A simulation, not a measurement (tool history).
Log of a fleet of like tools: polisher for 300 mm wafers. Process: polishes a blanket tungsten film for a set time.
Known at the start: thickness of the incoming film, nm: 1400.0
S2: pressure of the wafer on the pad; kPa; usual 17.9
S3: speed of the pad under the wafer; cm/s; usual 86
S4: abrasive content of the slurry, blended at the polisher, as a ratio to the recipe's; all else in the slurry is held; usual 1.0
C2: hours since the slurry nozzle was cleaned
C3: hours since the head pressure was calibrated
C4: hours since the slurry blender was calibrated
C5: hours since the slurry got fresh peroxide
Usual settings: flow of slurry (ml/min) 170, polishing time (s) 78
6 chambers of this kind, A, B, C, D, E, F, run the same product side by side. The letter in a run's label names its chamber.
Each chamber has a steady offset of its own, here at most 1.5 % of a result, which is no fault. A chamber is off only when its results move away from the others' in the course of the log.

Run 1B, hour 5.1: usual settings; wafers polished on this pad 868; C2 374.2; C3 670.5; C4 170.5; C5 178.3. Result: film removed (angstrom) 1849.9.
At hour 7.1: chamber B: worn pad replaced by a new one.
At hour 9.2: chamber C: slurry blender recalibrated.
Run 2F, hour 12.2: usual settings; wafers polished on this pad 467; C2 14.6; C3 293.6; C4 301.3; C5 61.2. Result: film removed (angstrom) 1854.8.
At hour 15.6: chamber B: slurry tank refilled with fresh slurry and peroxide.
At hour 19.7: chamber F: worn pad replaced by a new one.
Run 3E, hour 21.8: usual settings; wafers polished on this pad 542; C2 331.7; C3 229.4; C4 216.6; C5 149.5. Result: film removed (angstrom) 1838.5.
Run 4C, hour 28.2: usual settings; wafers polished on this pad 1272; C2 214.5; C3 390.7; C4 19.0; C5 51.9. Result: film removed (angstrom) 1890.0.
At hour 32.0: chamber F: slurry tank refilled with fresh slurry and peroxide.
At hour 36.7: chamber D: slurry tank refilled with fresh slurry and peroxide.
Run 5A, hour 37.2: usual settings; wafers polished on this pad 1002; C2 397.6; C3 475.6; C4 107.2; C5 107.3. Result: film removed (angstrom) 1853.1.
At hour 46.5: chamber F: slurry blender recalibrated.
At hour 46.5: chamber B: slurry blender recalibrated.
At hour 46.7: chamber A: worn pad replaced by a new one.
Run 6D, hour 47.0: usual settings; wafers polished on this pad 751; C2 640.9; C3 478.2; C4 203.2; C5 10.3. Result: film removed (angstrom) 1863.9.
Run 7A, hour 51.8: usual settings; wafers polished on this pad 50; C2 412.2; C3 490.2; C4 121.8; C5 121.9. Result: film removed (angstrom) 1861.6.
At hour 52.1: chamber C: worn pad replaced by a new one.
At hour 60.4: chamber E: slurry tank refilled with fresh slurry and peroxide.
Run 8F, hour 60.4: usual settings; wafers polished on this pad 397; C2 62.8; C3 341.8; C4 14.0; C5 28.4. Result: film removed (angstrom) 1845.5.
At hour 62.9: chamber A: slurry blender recalibrated.
At hour 68.2: chamber C: slurry tank refilled with fresh slurry and peroxide.
Run 9C, hour 70.5: usual settings but S3 60 cm/s; wafers polished on this pad 179; C2 256.8; C3 433.0; C4 61.3; C5 2.3. Result: film removed (angstrom) 1289.3.
At hour 75.1: chamber F: worn pad replaced by a new one.
Run 10E, hour 79.5: usual settings but S3 60 cm/s; wafers polished on this pad 1105; C2 389.4; C3 287.1; C4 274.3; C5 19.2. Result: film removed (angstrom) 1291.7.
At hour 81.8: chamber A: slurry tank refilled with fresh slurry and peroxide.
Run 11B, hour 88.4: usual settings but S3 60 cm/s; wafers polished on this pad 792; C2 457.5; C3 753.8; C4 42.0; C5 72.9. Result: film removed (angstrom) 1300.2.
At hour 89.6: chamber B: worn pad replaced by a new one.
At hour 91.3: chamber E: worn pad replaced by a new one.
Run 12D, hour 94.5: usual settings but S3 60 cm/s; wafers polished on this pad 1214; C2 688.4; C3 525.7; C4 250.7; C5 57.8. Result: film removed (angstrom) 1278.1.
Run 13E, hour 100.7: usual settings but S3 60 cm/s; wafers polished on this pad 91; C2 410.6; C3 308.3; C4 295.5; C5 40.4. Result: film removed (angstrom) 1297.3.
Run 14B, hour 107.3: usual settings but S3 60 cm/s; wafers polished on this pad 173; C2 476.4; C3 772.7; C4 60.9; C5 91.8. Result: film removed (angstrom) 1260.4.
At hour 109.1: chamber D: slurry tank refilled with fresh slurry and peroxide.
At hour 110.5: chamber E: slurry blender recalibrated.
Run 15F, hour 113.9: usual settings; wafers polished on this pad 378; C2 116.3; C3 395.3; C4 67.5; C5 81.9. Result: film removed (angstrom) 1844.5.
At hour 118.3: chamber F: slurry tank refilled with fresh slurry and peroxide.
Run 16A, hour 124.1: usual settings; wafers polished on this pad 755; C2 484.5; C3 562.5; C4 61.3; C5 42.3. Result: film removed (angstrom) 1852.4.
Run 17C, hour 133.2: usual settings; wafers polished on this pad 790; C2 319.5; C3 495.7; C4 124.0; C5 65.0. Result: film removed (angstrom) 1861.9.
Run 18D, hour 138.6: usual settings; wafers polished on this pad 1644; C2 732.5; C3 569.8; C4 294.8; C5 29.6. Result: film removed (angstrom) 1790.5.
At hour 139.4: chamber E: slurry nozzle cleaned.
At hour 144.6: chamber F: worn pad replaced by a new one.
At hour 147.0: chamber D: slurry nozzle cleaned.
Run 19F, hour 147.7: usual settings; wafers polished on this pad 30; C2 150.1; C3 429.1; C4 101.3; C5 29.5. Result: film removed (angstrom) 1825.1.
Run 20D, hour 154.2: usual settings; wafers polished on this pad 1796; C2 7.3; C3 585.4; C4 310.4; C5 45.2. Result: film removed (angstrom) 1768.7.
At hour 158.1: chamber C: slurry tank refilled with fresh slurry and peroxide.
Run 21C, hour 163.5: usual settings; wafers polished on this pad 1086; C2 349.8; C3 526.0; C4 154.3; C5 5.5. Result: film removed (angstrom) 1887.3.
At hour 165.8: chamber A: worn pad replaced by a new one.
At hour 166.1: chamber B: slurry tank refilled with fresh slurry and peroxide.
Run 22B, hour 173.7: usual settings; wafers polished on this pad 820; C2 542.8; C3 839.1; C4 127.3; C5 7.7. Result: film removed (angstrom) 1875.1.
At hour 183.1: chamber D: slurry tank refilled with fresh slurry and peroxide.
Run 23E, hour 183.6: usual settings; wafers polished on this pad 900; C2 44.2; C3 391.2; C4 73.2; C5 123.3. Result: film removed (angstrom) 1846.5.
Run 24A, hour 194.1: usual settings but S2 22.1 kPa; wafers polished on this pad 275; C2 554.5; C3 632.5; C4 131.3; C5 112.3. Result: film removed (angstrom) 2304.2.
At hour 194.3: chamber C: worn pad replaced by a new one.
At hour 195.0: chamber A: slurry blender recalibrated.
At hour 197.2: chamber B: worn pad replaced by a new one.
Run 25F, hour 201.1: usual settings but S2 22.1 kPa; wafers polished on this pad 551; C2 203.5; C3 482.5; C4 154.7; C5 82.9. Result: film removed (angstrom) 2283.7.
At hour 201.9: chamber F: slurry tank refilled with fresh slurry and peroxide.
At hour 203.1: chamber F: worn pad replaced by a new one.
Run 26E, hour 209.0: usual settings but S2 22.1 kPa; wafers polished on this pad 1147; C2 69.6; C3 416.6; C4 98.6; C5 148.7. Result: film removed (angstrom) 2254.2.
At hour 211.6: chamber E: worn pad replaced by a new one.
Run 27D, hour 214.2: usual settings but S2 22.1 kPa; wafers polished on this pad 2381; C2 67.3; C3 645.4; C4 370.4; C5 31.1. Result: film removed (angstrom) 2136.2.
At hour 219.2: chamber B: slurry nozzle cleaned.
Run 28A, hour 224.5: usual settings but S2 22.1 kPa; wafers polished on this pad 572; C2 584.9; C3 662.9; C4 29.5; C5 142.7. Result: film removed (angstrom) 2264.4.
Run 29C, hour 229.0: usual settings but S2 22.1 kPa; wafers polished on this pad 339; C2 415.3; C3 591.5; C4 219.8; C5 71.0. Result: film removed (angstrom) 2276.9.
At hour 236.3: chamber E: slurry tank refilled with fresh slurry and peroxide.
Run 30B, hour 237.9: usual settings; wafers polished on this pad 397; C2 18.8; C3 903.3; C4 191.5; C5 71.9. Result: film removed (angstrom) 1838.1.
At hour 239.2: chamber D: slurry blender recalibrated.
At hour 242.7: chamber C: slurry tank refilled with fresh slurry and peroxide.
Run 31E, hour 247.0: usual settings; wafers polished on this pad 346; C2 107.6; C3 454.6; C4 136.6; C5 10.7. Result: film removed (angstrom) 1847.0.
At hour 249.5: chamber B: slurry blender recalibrated.
Run 32B, hour 253.8: usual settings; wafers polished on this pad 552; C2 34.7; C3 919.2; C4 4.3; C5 87.8. Result: film removed (angstrom) 1868.2.
At hour 254.6: chamber A: slurry tank refilled with fresh slurry and peroxide.
Run 33C, hour 259.9: usual settings; wafers polished on this pad 640; C2 446.2; C3 622.4; C4 250.7; C5 17.2. Result: film removed (angstrom) 1855.1.
At hour 264.2: chamber D: slurry tank refilled with fresh slurry and peroxide.
At hour 267.7: chamber F: worn pad replaced by a new one.
Run 34F, hour 270.1: usual settings; wafers polished on this pad 23; C2 272.5; C3 551.5; C4 223.7; C5 68.2. Result: film removed (angstrom) 1843.6.
At hour 273.3: chamber A: worn pad replaced by a new one.
Run 35A, hour 274.6: usual settings but S3 98 cm/s, S4 1.2; wafers polished on this pad 13; C2 635.0; C3 713.0; C4 79.6; C5 20.1. Result: film removed (angstrom) 2218.1.
Run 36D, hour 279.9: usual settings but S3 98 cm/s, S4 1.2; wafers polished on this pad 3022; C2 133.0; C3 711.1; C4 40.8; C5 15.8. Result: film removed (angstrom) 2023.3.
At hour 281.1: chamber F: slurry nozzle cleaned.
At hour 282.4: chamber F: slurry tank refilled with fresh slurry and peroxide.
At hour 286.3: chamber B: worn pad replaced by a new one.
Run 37F, hour 287.0: usual settings but S3 98 cm/s, S4 1.2; wafers polished on this pad 188; C2 5.9; C3 568.4; C4 240.6; C5 4.6. Result: film removed (angstrom) 2184.4.
Run 38D, hour 297.2: usual settings but S3 98 cm/s, S4 1.2; wafers polished on this pad 3190; C2 150.3; C3 728.4; C4 58.1; C5 33.1. Result: film removed (angstrom) 2014.8.
Run 39B, hour 304.3: usual settings but S3 98 cm/s, S4 1.2; wafers polished on this pad 176; C2 85.2; C3 969.7; C4 54.8; C5 138.3. Result: film removed (angstrom) 2146.9.

Is one chamber off against the others, does the gauge drift, or is nothing wrong? If a chamber is off, say which, and what the likeliest cause is.

Chamber D drifts away from the others.
Cause: removal rate lost through wear of the pad, % = 8.57.
The log may not tell that from: head's pressure below its setpoint, %.

Here are 4 candidates for chamber D's next run, each the usual settings with a change, their results left as question marks. Which one brings its results back in line with what the others give on the usual settings?
In line means no further than this from the other chambers' mean on the usual settings: film removed (angstrom) 56.0
Run 40D-1, hour 311.9: usual settings but S3 78 cm/s, polishing time (s) 71. Result: film removed (angstrom) ?.
Run 40D-2, hour 311.9: usual settings but flow of slurry (ml/min) 140, S4 0.80. Result: film removed (angstrom) ?.
Run 40D-3, hour 311.9: usual settings but S3 90 cm/s, polishing time (s) 81. Result: film removed (angstrom) ?.
Run 40D-4, hour 311.9: usual settings but flow of slurry (ml/min) 175, S4 1.05, polishing time (s) 92. Result: film removed (angstrom) ?.

The other chambers' mean on the usual settings: film removed (angstrom) 1850.9
  run  film removed (angstrom)
40D-1                   1400.9
40D-2                   1558.1
40D-3                   1841.9
40D-4                   2031.8
40D-3 brings the chamber back in line.

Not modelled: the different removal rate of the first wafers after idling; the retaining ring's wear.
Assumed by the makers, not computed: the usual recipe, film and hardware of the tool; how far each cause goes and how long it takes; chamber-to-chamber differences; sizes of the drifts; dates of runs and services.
